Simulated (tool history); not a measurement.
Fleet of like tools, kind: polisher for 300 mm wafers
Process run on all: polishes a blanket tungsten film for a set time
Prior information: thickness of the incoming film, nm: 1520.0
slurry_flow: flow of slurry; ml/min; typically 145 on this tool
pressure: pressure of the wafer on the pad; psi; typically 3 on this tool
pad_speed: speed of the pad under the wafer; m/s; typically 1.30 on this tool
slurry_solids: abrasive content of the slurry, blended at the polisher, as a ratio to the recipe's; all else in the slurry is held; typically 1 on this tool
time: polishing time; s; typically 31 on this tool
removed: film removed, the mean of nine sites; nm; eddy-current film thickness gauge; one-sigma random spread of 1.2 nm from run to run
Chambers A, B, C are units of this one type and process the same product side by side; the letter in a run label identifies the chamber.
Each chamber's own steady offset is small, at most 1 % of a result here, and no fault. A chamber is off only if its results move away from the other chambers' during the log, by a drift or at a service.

run,day,slurry_flow,pressure,pad_speed,slurry_solids,time,wafers polished on this pad,hours since the slurry nozzle was cleaned,hours since the head pressure was calibrated,hours since the slurry blender was calibrated,hours since the slurry got fresh peroxide,removed
1B,0.088,145,3,1.30,1,31,990,493.0,64.9,77.9,11.2,170.94
# day 0.142: chamber A: worn pad replaced by a new one
2A,0.183,145,3,1.30,1,31,13,585.8,336.8,97.8,74.8,170.77
3C,0.342,145,3,1.30,1,31,326,491.5,86.6,19.4,45.9,173.22
4A,0.433,145,3,1.30,1,31,92,591.8,342.8,103.8,80.8,172.98
# day 0.479: chamber C: slurry tank refilled with fresh slurry and peroxide
5B,0.542,145,3,1.30,1,31,1133,503.9,75.8,88.8,22.1,173.70
6C,0.742,145,3,1.30,1,31,452,501.1,96.2,29.0,6.3,171.47
7C,0.846,145,3,1.30,1,31,485,503.6,98.7,31.5,8.8,173.74
8B,0.954,145,3,1.30,1,31,1263,513.8,85.7,98.7,32.0,171.16
# day 0.988: chamber B: worn pad replaced by a new one
# day 1.017: chamber C: worn pad replaced by a new one
# day 1.025: chamber B: slurry nozzle cleaned
9A,1.138,145,3,1.30,1,31,314,608.7,359.7,120.7,97.7,170.13
10B,1.283,145,3,1.30,1,31,94,6.3,93.6,106.6,39.9,171.57
# day 1.308: chamber B: slurry tank refilled with fresh slurry and peroxide
11C,1.433,145,3,1.30,1,31,132,517.7,112.8,45.6,22.9,173.61
12A,1.554,145,3,1.30,1,31,446,618.7,369.7,130.7,107.7,173.12
13C,1.742,145,3,1.30,1,31,229,525.1,120.2,53.0,30.3,174.68
14A,1.850,145,3,1.30,1,31,539,625.8,376.8,137.8,114.8,172.72
15B,2.046,145,3,1.30,1,31,334,24.6,111.9,124.9,17.7,171.82
16A,2.204,145,3,1.30,1,31,651,634.3,385.3,146.3,123.3,170.02
# day 2.279: chamber A: slurry blender recalibrated
# day 2.283: chamber C: slurry tank refilled with fresh slurry and peroxide
17B,2.383,145,3,1.30,1,31,441,32.7,120.0,133.0,25.8,169.78
18C,2.492,145,3,1.30,1,38,466,543.1,138.2,71.0,5.0,213.06
# day 2.496: chamber C: worn pad replaced by a new one
19C,2.638,145,3,1.30,1,38,45,546.6,141.7,74.5,8.5,214.60
20A,2.746,145,3,1.30,1,38,822,647.3,398.3,11.2,136.3,205.57
# day 2.829: chamber A: worn pad replaced by a new one
21B,2.842,145,3,1.30,1,31,586,43.7,131.0,144.0,36.8,170.71
22C,2.967,145,3,1.30,1,31,149,554.5,149.6,82.4,16.4,174.41
23A,3.062,145,3,1.14,1,31,74,654.9,405.9,18.8,143.9,145.72
# day 3.075: chamber B: slurry tank refilled with fresh slurry and peroxide
24B,3.258,145,3,1.14,1,31,717,53.7,141.0,154.0,4.5,150.09
25C,3.442,145,3,1.14,1,31,299,565.9,161.0,93.8,27.8,153.86
26B,3.529,145,3,1.30,1,31,803,60.2,147.5,160.5,11.0,172.50
27A,3.704,145,3,1.30,1,31,276,670.3,421.3,34.2,159.3,163.61
28B,3.825,145,3,1.12,1,31,896,67.3,154.6,167.6,18.1,147.04
# day 3.942: chamber C: worn pad replaced by a new one
29A,3.983,145,3,1.12,1,31,364,677.0,428.0,40.9,166.0,139.10
30C,4.146,145,3,1.12,1,31,65,582.8,177.9,110.7,44.7,149.85
31C,4.233,145,3,1.30,1,31,92,584.9,180.0,112.8,46.8,173.20
32A,4.350,145,3,1.30,1,31,480,685.8,436.8,49.7,174.8,162.67
33B,4.454,145,3,1.30,1,31,1095,82.4,169.7,182.7,33.2,172.23

Predict what each chamber gives when all 3 of them run the settings below next.
34A,4.600,145,3,1.30,1,31,,,,,,?
34B,4.600,145,3,1.30,1,31,,,,,,?
34C,4.600,145,3,1.30,1,31,,,,,,?

run,removed
34A,157.62
34B,169.91
34C,173.32
